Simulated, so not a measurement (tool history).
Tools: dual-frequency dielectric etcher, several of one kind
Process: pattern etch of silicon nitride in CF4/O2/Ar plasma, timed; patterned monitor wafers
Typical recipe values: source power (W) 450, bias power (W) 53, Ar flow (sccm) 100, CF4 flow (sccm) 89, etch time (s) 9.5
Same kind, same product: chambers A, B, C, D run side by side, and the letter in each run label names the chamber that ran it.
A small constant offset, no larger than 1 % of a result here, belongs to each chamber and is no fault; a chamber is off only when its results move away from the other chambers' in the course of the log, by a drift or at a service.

| run | hour | source power (W) | bias power (W) | Ar flow (sccm) | CF4 flow (sccm) | etch time (s) | read-back reference wafer on the same gauge, depth_nm | mean etch depth across the wafer (nm) |
|---|---|---|---|---|---|---|---|---|
| 1B | 3.8 | 450 | 53 | 100 | 89 | 9.5 | 15.303 | 16.613 |
| 2D | 10 | 450 | 53 | 100 | 89 | 9.5 | 15.3 | 16.525 |
| 3A | 16 | 450 | 53 | 100 | 89 | 9.5 | 15.296 | 16.828 |
| 4C | 20.4 | 450 | 53 | 100 | 89 | 9.5 | 15.308 | 16.778 |
| 5B | 24.7 | 450 | 53 | 100 | 89 | 9.5 | 15.299 | 16.671 |
| 6D | 32.6 | 450 | 53 | 100 | 89 | 9.5 | 15.296 | 16.468 |
| 7C | 40.1 | 450 | 53 | 100 | 89 | 9.5 | 15.305 | 16.868 |
| 8A | 46.9 | 450 | 53 | 100 | 89 | 9.5 | 15.3 | 16.681 |
| 9C | 51.7 | 370 | 53 | 100 | 106 | 9.5 | 15.297 | 14.566 |
| 10A | 56.7 | 370 | 53 | 100 | 106 | 9.5 | 15.304 | 14.291 |
| 11B | 64.1 | 370 | 53 | 100 | 106 | 9.5 | 15.277 | 14.239 |
| 12D | 69.6 | 370 | 53 | 100 | 106 | 9.5 | 15.308 | 14.454 |
| 13D | 73.7 | 450 | 43 | 100 | 72 | 9.5 | 15.276 | 14.852 |
| 14C | 80.9 | 450 | 43 | 100 | 72 | 9.5 | 15.301 | 15.083 |
| 15A | 88.4 | 450 | 43 | 100 | 72 | 9.5 | 15.318 | 14.971 |
| 16B | 93.7 | 450 | 43 | 100 | 72 | 9.5 | 15.293 | 14.862 |
| 17B | 97.1 | 450 | 53 | 100 | 89 | 9.5 | 15.298 | 16.636 |
|  | 104.3 | chamber D: source power generator calibrated |
| 18A | 104.7 | 450 | 53 | 100 | 89 | 9.5 | 15.302 | 16.65 |
| 19C | 112.3 | 450 | 53 | 100 | 89 | 9.5 | 15.308 | 16.713 |
| 20D | 116.4 | 450 | 53 | 100 | 89 | 9.5 | 15.271 | 16.006 |
| 21D | 123.5 | 450 | 53 | 100 | 89 | 9.5 | 15.314 | 16.11 |
| 22B | 130.3 | 450 | 53 | 100 | 89 | 9.5 | 15.297 | 16.604 |
| 23A | 136.8 | 450 | 53 | 100 | 89 | 9.5 | 15.292 | 16.753 |
| 24C | 141.1 | 450 | 53 | 100 | 89 | 9.5 | 15.292 | 16.854 |
| 25A | 145.5 | 520 | 53 | 100 | 89 | 11.5 | 15.297 | 22.908 |
| 26D | 149.3 | 520 | 53 | 100 | 89 | 11.5 | 15.308 | 22.005 |
| 27B | 154.7 | 520 | 53 | 100 | 89 | 11.5 | 15.313 | 22.926 |
| 28C | 159.1 | 520 | 53 | 100 | 89 | 11.5 | 15.301 | 23.089 |
| 29B | 164.9 | 450 | 53 | 100 | 89 | 9.5 | 15.283 | 16.695 |
| 30D | 172.2 | 450 | 53 | 100 | 89 | 9.5 | 15.293 | 16.107 |

Read the log: is a single chamber off, either drifting away or since a service, is the gauge that measures every chamber drifting, or is nothing wrong beyond small per-chamber offsets? Name any odd chamber and what most likely caused it.

Chamber D came out of a service off from its peers and stayed that way.
What lies behind it: source power that arrives under what is set, % = 3.67.

Below are 4 candidate recipes for chamber D's next run, each the usual settings with a change, their results shown as question marks. Which of them brings D's results back in line with what the other chambers give on the usual settings?
In-line tolerance around the mean of the other chambers on the usual settings: mean etch depth across the wafer (nm) 0.27
| 31D-1 | 177.9 | 440 | 52 | 100 | 89 | 9 |  | ? |
| 31D-2 | 177.9 | 450 | 53 | 116 | 76 | 9.5 |  | ? |
| 31D-3 | 177.9 | 460 | 54 | 100 | 89 | 10 |  | ? |
| 31D-4 | 177.9 | 450 | 58 | 100 | 92 | 9.5 |  | ? |

Usual-settings mean across the other chambers: mean etch depth across the wafer (nm) 16.672
| run | mean etch depth across the wafer (nm) |
|---|---|
| 31D-1 | 14.781 |
| 31D-2 | 15.404 |
| 31D-3 | 17.32 |
| 31D-4 | 16.655 |
31D-4 puts the chamber back in line with the other chambers.
